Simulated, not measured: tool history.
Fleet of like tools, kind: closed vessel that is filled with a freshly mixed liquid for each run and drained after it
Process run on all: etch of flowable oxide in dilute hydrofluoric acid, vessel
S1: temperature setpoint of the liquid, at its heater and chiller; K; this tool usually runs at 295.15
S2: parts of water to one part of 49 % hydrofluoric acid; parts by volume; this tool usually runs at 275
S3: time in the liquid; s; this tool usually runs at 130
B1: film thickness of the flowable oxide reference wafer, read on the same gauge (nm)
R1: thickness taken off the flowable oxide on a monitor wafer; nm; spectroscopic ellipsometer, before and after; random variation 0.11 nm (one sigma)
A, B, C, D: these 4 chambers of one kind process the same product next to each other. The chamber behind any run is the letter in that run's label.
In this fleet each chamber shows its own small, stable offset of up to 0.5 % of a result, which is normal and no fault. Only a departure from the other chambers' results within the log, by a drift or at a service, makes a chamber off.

run	hour	S1	S2	S3	B1	R1
1D	6.8	295.15	275	130	129.98	10.9320
2A	20.8	295.15	275	130	130.00	10.8450
3B	33.1	295.15	275	130	129.98	11.1730
4C	40.3	295.15	275	130	130.00	11.0370
5B	48.9	295.15	275	130	129.99	11.0540
6D	60.6	293.65	275	100	129.99	8.0745
7C	74.7	293.65	275	100	130.02	8.1485
8A	83.2	293.65	275	100	130.01	8.1109
9D	90.2	293.65	275	100	130.01	8.0138
10C	103.9	295.15	275	130	130.01	10.8710
11A	114.7	295.15	230	200	129.98	20.9140
12B	129.6	295.15	230	200	130.00	20.8590
13D	139.4	295.15	230	200	129.99	21.0550
14B	150.0	295.15	230	200	130.01	20.9230
15C	162.6	295.15	275	130	130.00	11.1610
# hour 172.3: chamber C: hydrofluoric acid flow meter replaced
16A	176.6	295.15	275	130	129.99	11.1080
17B	188.5	295.15	275	130	129.99	10.5100
18D	199.8	295.15	275	130	130.00	11.0500
# hour 201.3: chamber D: thermometer replaced
19A	207.9	295.15	275	130	130.00	11.0860
20C	217.5	295.15	275	130	130.01	11.1460
21C	229.2	295.15	275	130	130.00	11.1570
22D	242.7	295.15	150	185	130.01	32.7810
# hour 252.3: chamber A: hydrofluoric acid flow meter replaced
23B	257.5	295.15	150	185	129.98	30.6230
24A	268.8	295.15	150	185	130.00	32.9210
25C	284.4	295.15	150	185	130.00	33.3580
26A	297.9	295.15	275	130	129.99	11.0630

For the next run the whole fleet of 4 chambers uses the same settings. Give each chamber's results:
27A	309.0	299.15	275	130		?
27B	309.0	299.15	275	130		?
27C	309.0	299.15	275	130		?
27D	309.0	299.15	275	130		?

run	R1
27A	12.5250
27B	11.8020
27C	12.6800
27D	12.8710
